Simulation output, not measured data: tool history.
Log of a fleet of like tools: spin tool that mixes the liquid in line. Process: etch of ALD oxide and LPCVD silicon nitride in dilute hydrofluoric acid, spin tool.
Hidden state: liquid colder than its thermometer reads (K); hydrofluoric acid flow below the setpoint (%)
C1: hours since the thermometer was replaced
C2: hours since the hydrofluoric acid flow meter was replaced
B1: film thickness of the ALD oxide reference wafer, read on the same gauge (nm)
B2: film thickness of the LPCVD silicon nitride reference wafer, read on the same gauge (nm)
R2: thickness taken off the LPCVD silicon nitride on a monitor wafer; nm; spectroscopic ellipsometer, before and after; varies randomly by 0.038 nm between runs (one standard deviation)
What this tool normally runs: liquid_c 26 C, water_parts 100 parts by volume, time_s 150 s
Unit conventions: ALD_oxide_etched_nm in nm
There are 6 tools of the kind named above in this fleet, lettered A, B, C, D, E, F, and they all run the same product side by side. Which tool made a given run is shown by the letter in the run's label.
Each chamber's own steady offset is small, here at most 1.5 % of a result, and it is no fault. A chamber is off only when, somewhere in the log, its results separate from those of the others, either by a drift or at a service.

Run 1D, hour 8.8: usual settings; C1 791.3; C2 692; B1 150.02; B2 139.97. Result: ALD_oxide_etched_nm 27.779 nm, R2 0.89806 nm.
Run 2A, hour 22.2: usual settings; C1 1294.3; C2 158.3; B1 149.99; B2 140.02. Result: ALD_oxide_etched_nm 27.771 nm, R2 0.89292 nm.
Run 3F, hour 32.3: usual settings; C1 1874.9; C2 335.3; B1 150.03; B2 139.99. Result: ALD_oxide_etched_nm 27.245 nm, R2 0.94421 nm.
Run 4B, hour 43.8: usual settings; C1 1274.6; C2 357.9; B1 150; B2 139.98. Result: ALD_oxide_etched_nm 27.374 nm, R2 0.85503 nm.
Run 5C, hour 57.9: usual settings; C1 2249.1; C2 884.9; B1 150; B2 139.98. Result: ALD_oxide_etched_nm 27.776 nm, R2 0.90966 nm.
At hour 68.9: chamber C: thermometer replaced.
Run 6E, hour 72.1: usual settings but water_parts 55 parts by volume; C1 2427.8; C2 142.5; B1 150.06; B2 139.98. Result: ALD_oxide_etched_nm 53.301 nm, R2 1.5609 nm.
Run 7F, hour 79: usual settings but water_parts 55 parts by volume; C1 1921.6; C2 382; B1 150; B2 140.04. Result: ALD_oxide_etched_nm 52.99 nm, R2 1.5794 nm.
Run 8C, hour 90.8: usual settings but water_parts 55 parts by volume; C1 21.9; C2 917.8; B1 150.02; B2 139.99. Result: ALD_oxide_etched_nm 53.905 nm, R2 1.565 nm.
Run 9A, hour 103.3: usual settings but water_parts 55 parts by volume; C1 1375.4; C2 239.4; B1 149.99; B2 140.05. Result: ALD_oxide_etched_nm 52.843 nm, R2 1.5044 nm.
Run 10E, hour 115.4: usual settings but water_parts 55 parts by volume; C1 2471.1; C2 185.8; B1 150.01; B2 140. Result: ALD_oxide_etched_nm 52.799 nm, R2 1.6582 nm.
Run 11B, hour 129.8: usual settings but water_parts 55 parts by volume; C1 1360.6; C2 443.9; B1 149.98; B2 139.99. Result: ALD_oxide_etched_nm 52.004 nm, R2 1.4814 nm.
Run 12D, hour 139.3: usual settings; C1 921.8; C2 822.5; B1 150.01; B2 140.02. Result: ALD_oxide_etched_nm 27.795 nm, R2 0.93037 nm.
Run 13E, hour 147.5: usual settings; C1 2503.2; C2 217.9; B1 150.01; B2 139.99. Result: ALD_oxide_etched_nm 28.137 nm, R2 0.84166 nm.
Run 14D, hour 161.1: usual settings; C1 943.6; C2 844.3; B1 150.01; B2 140. Result: ALD_oxide_etched_nm 27.974 nm, R2 0.90746 nm.
Run 15A, hour 175.8: usual settings; C1 1447.9; C2 311.9; B1 149.98; B2 140.02. Result: ALD_oxide_etched_nm 27.594 nm, R2 0.8557 nm.
Run 16B, hour 183.8: usual settings; C1 1414.6; C2 497.9; B1 150.03; B2 139.98. Result: ALD_oxide_etched_nm 27.432 nm, R2 0.87808 nm.
Run 17C, hour 196.3: usual settings; C1 127.4; C2 1023.3; B1 150.02; B2 139.97. Result: ALD_oxide_etched_nm 27.974 nm, R2 0.88818 nm.
At hour 203: chamber B: thermometer replaced.
At hour 209.1: chamber C: hydrofluoric acid flow meter replaced.
Run 18F, hour 210.4: usual settings; C1 2053; C2 513.4; B1 150.02; B2 140.02. Result: ALD_oxide_etched_nm 27.627 nm, R2 0.90099 nm.
Run 19E, hour 217.8: usual settings; C1 2573.5; C2 288.2; B1 149.99; B2 139.96. Result: ALD_oxide_etched_nm 27.703 nm, R2 0.87803 nm.
Run 20B, hour 225.7: usual settings; C1 22.7; C2 539.8; B1 150.02; B2 139.99. Result: ALD_oxide_etched_nm 27.194 nm, R2 0.87941 nm.
Run 21F, hour 237.8: usual settings; C1 2080.4; C2 540.8; B1 149.99; B2 139.99. Result: ALD_oxide_etched_nm 27.512 nm, R2 0.91237 nm.
Run 22C, hour 249.6: usual settings; C1 180.7; C2 40.5; B1 150; B2 139.93. Result: ALD_oxide_etched_nm 28.079 nm, R2 0.82096 nm.
Run 23A, hour 259: usual settings; C1 1531.1; C2 395.1; B1 150; B2 140.04. Result: ALD_oxide_etched_nm 27.797 nm, R2 0.86063 nm.
Run 24D, hour 271.2: usual settings; C1 1053.7; C2 954.4; B1 149.98; B2 139.94. Result: ALD_oxide_etched_nm 27.831 nm, R2 0.88738 nm.
Run 25E, hour 279.3: usual settings; C1 2635; C2 349.7; B1 149.97; B2 139.99. Result: ALD_oxide_etched_nm 28.102 nm, R2 0.89552 nm.
Run 26F, hour 289: usual settings; C1 2131.6; C2 592; B1 150; B2 140.01. Result: ALD_oxide_etched_nm 27.513 nm, R2 0.88659 nm.
Run 27B, hour 299.7: usual settings; C1 96.7; C2 613.8; B1 149.98; B2 140.02. Result: ALD_oxide_etched_nm 27.164 nm, R2 0.7903 nm.
Run 28C, hour 314.7: usual settings; C1 245.8; C2 105.6; B1 150.05; B2 140.01. Result: ALD_oxide_etched_nm 27.653 nm, R2 0.87854 nm.
At hour 317.8: chamber F: thermometer replaced.
Run 29A, hour 323.1: usual settings; C1 1595.2; C2 459.2; B1 149.98; B2 140. Result: ALD_oxide_etched_nm 27.724 nm, R2 0.86419 nm.
Run 30D, hour 332.9: usual settings; C1 1115.4; C2 1016.1; B1 150.03; B2 140.02. Result: ALD_oxide_etched_nm 27.583 nm, R2 0.79922 nm.
Run 31D, hour 344.1: usual settings; C1 1126.6; C2 1027.3; B1 149.98; B2 140. Result: ALD_oxide_etched_nm 27.963 nm, R2 0.94357 nm.
Run 32E, hour 351.4: usual settings; C1 2707.1; C2 421.8; B1 150.01; B2 139.98. Result: ALD_oxide_etched_nm 27.692 nm, R2 0.81562 nm.
Run 33C, hour 361.4: usual settings; C1 292.5; C2 152.3; B1 149.99; B2 140.05. Result: ALD_oxide_etched_nm 27.66 nm, R2 0.90434 nm.
Run 34A, hour 374.5: usual settings; C1 1646.6; C2 510.6; B1 150.02; B2 140.01. Result: ALD_oxide_etched_nm 27.654 nm, R2 0.92714 nm.
Run 35F, hour 386: usual settings; C1 68.3; C2 689; B1 150; B2 140.01. Result: ALD_oxide_etched_nm 26.926 nm, R2 0.88768 nm.
Run 36B, hour 397.8: usual settings; C1 194.8; C2 711.9; B1 150.04; B2 140.03. Result: ALD_oxide_etched_nm 27.562 nm, R2 0.86137 nm.

Decide between three cases: one chamber stands off from its peers, the gauge reading all wafers drifts, or nothing is wrong past each chamber's small offset. Where a chamber is off, say which and what most likely put it there.

No chamber is off and the gauge is stable; the differences are just each chamber's small, constant offset.
